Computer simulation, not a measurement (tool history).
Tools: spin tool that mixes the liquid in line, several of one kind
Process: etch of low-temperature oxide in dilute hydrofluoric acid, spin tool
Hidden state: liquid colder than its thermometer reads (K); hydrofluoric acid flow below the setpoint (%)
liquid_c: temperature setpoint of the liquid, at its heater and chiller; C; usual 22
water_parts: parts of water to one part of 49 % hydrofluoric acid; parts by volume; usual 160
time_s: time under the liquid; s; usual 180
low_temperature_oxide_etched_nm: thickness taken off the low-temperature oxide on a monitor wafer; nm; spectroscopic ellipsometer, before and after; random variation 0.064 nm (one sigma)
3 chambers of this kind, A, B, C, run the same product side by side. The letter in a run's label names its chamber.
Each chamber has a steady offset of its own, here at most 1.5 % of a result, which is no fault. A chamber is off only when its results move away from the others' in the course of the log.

run	day	liquid_c	water_parts	time_s	hours since the thermometer was replaced	hours since the hydrofluoric acid flow meter was replaced	read-back film thickness of the low-temperature oxide reference wafer, read on the same gauge (nm)	low_temperature_oxide_etched_nm
1B	0.446	22	160	180	649.4	425.0	40.020	13.105
2A	0.996	22	160	180	41.6	655.8	40.033	13.308
3C	1.517	22	160	180	440.0	90.1	40.015	13.092
4C	2.017	22	160	180	452.0	102.1	40.042	12.952
5B	2.658	22	160	180	702.5	478.1	40.010	13.163
# day 2.888: chamber B: hydrofluoric acid flow meter replaced
6A	3.021	22	160	180	90.2	704.4	40.032	13.207
7B	3.350	22	160	180	719.1	11.2	40.018	13.049
8A	4.029	22	160	180	114.4	728.6	40.037	13.134
9C	4.404	22	160	180	509.3	159.4	40.065	13.046
10B	4.871	22	160	180	755.6	47.7	39.976	13.068
11A	5.262	22	160	180	144.0	758.2	40.034	13.203
12C	5.692	22	160	180	540.2	190.3	39.962	13.007
13B	6.283	22	160	180	789.5	81.6	39.974	13.161
14C	6.758	22	160	180	565.8	215.9	39.995	13.056
15A	7.362	22	160	180	194.4	808.6	40.017	13.324
16B	7.708	22	160	180	823.7	115.8	40.005	13.172
17C	8.338	22	160	180	603.7	253.8	40.002	13.026
18A	8.738	22	160	180	227.4	841.6	39.980	13.239
19C	9.146	22	160	180	623.1	273.2	39.995	13.034
20B	9.800	22	160	180	873.9	166.0	39.976	13.146
21A	10.308	22	160	180	265.1	879.3	40.014	13.267
22B	10.692	22	160	180	895.3	187.4	39.976	13.086
23C	11.204	22	160	180	672.5	322.6	39.992	13.113
24A	11.717	22	160	180	298.9	913.1	40.010	13.161
25B	12.150	22	160	180	930.3	222.4	39.988	13.100
26C	12.550	22	110	145	704.8	354.9	39.973	16.127
27A	12.942	22	110	145	328.3	942.5	40.001	16.370
28C	13.450	22	110	145	726.4	376.5	39.995	16.248
29A	13.975	22	160	180	353.1	967.3	39.980	13.263
30B	14.308	22	160	180	982.1	274.2	39.939	13.093
31C	14.688	22	160	180	756.1	406.2	40.055	13.125
32B	15.342	22	160	180	1006.9	299.0	40.005	13.100
33A	15.900	22	160	180	399.3	1013.5	40.061	13.164
34B	16.421	22	160	180	1032.8	324.9	40.012	13.064
35C	16.883	22	160	180	808.8	458.9	40.013	13.106
36A	17.404	22	160	180	435.4	1049.6	40.030	13.299
37A	18.000	22	160	180	449.7	1063.9	40.028	13.143

All 3 chambers run these settings next. Forecast each chamber's results:
38A	18.492	22	160	180				?
38B	18.492	22	160	180				?
38C	18.492	22	160	180				?

run	low_temperature_oxide_etched_nm
38A	13.275
38B	13.077
38C	13.028

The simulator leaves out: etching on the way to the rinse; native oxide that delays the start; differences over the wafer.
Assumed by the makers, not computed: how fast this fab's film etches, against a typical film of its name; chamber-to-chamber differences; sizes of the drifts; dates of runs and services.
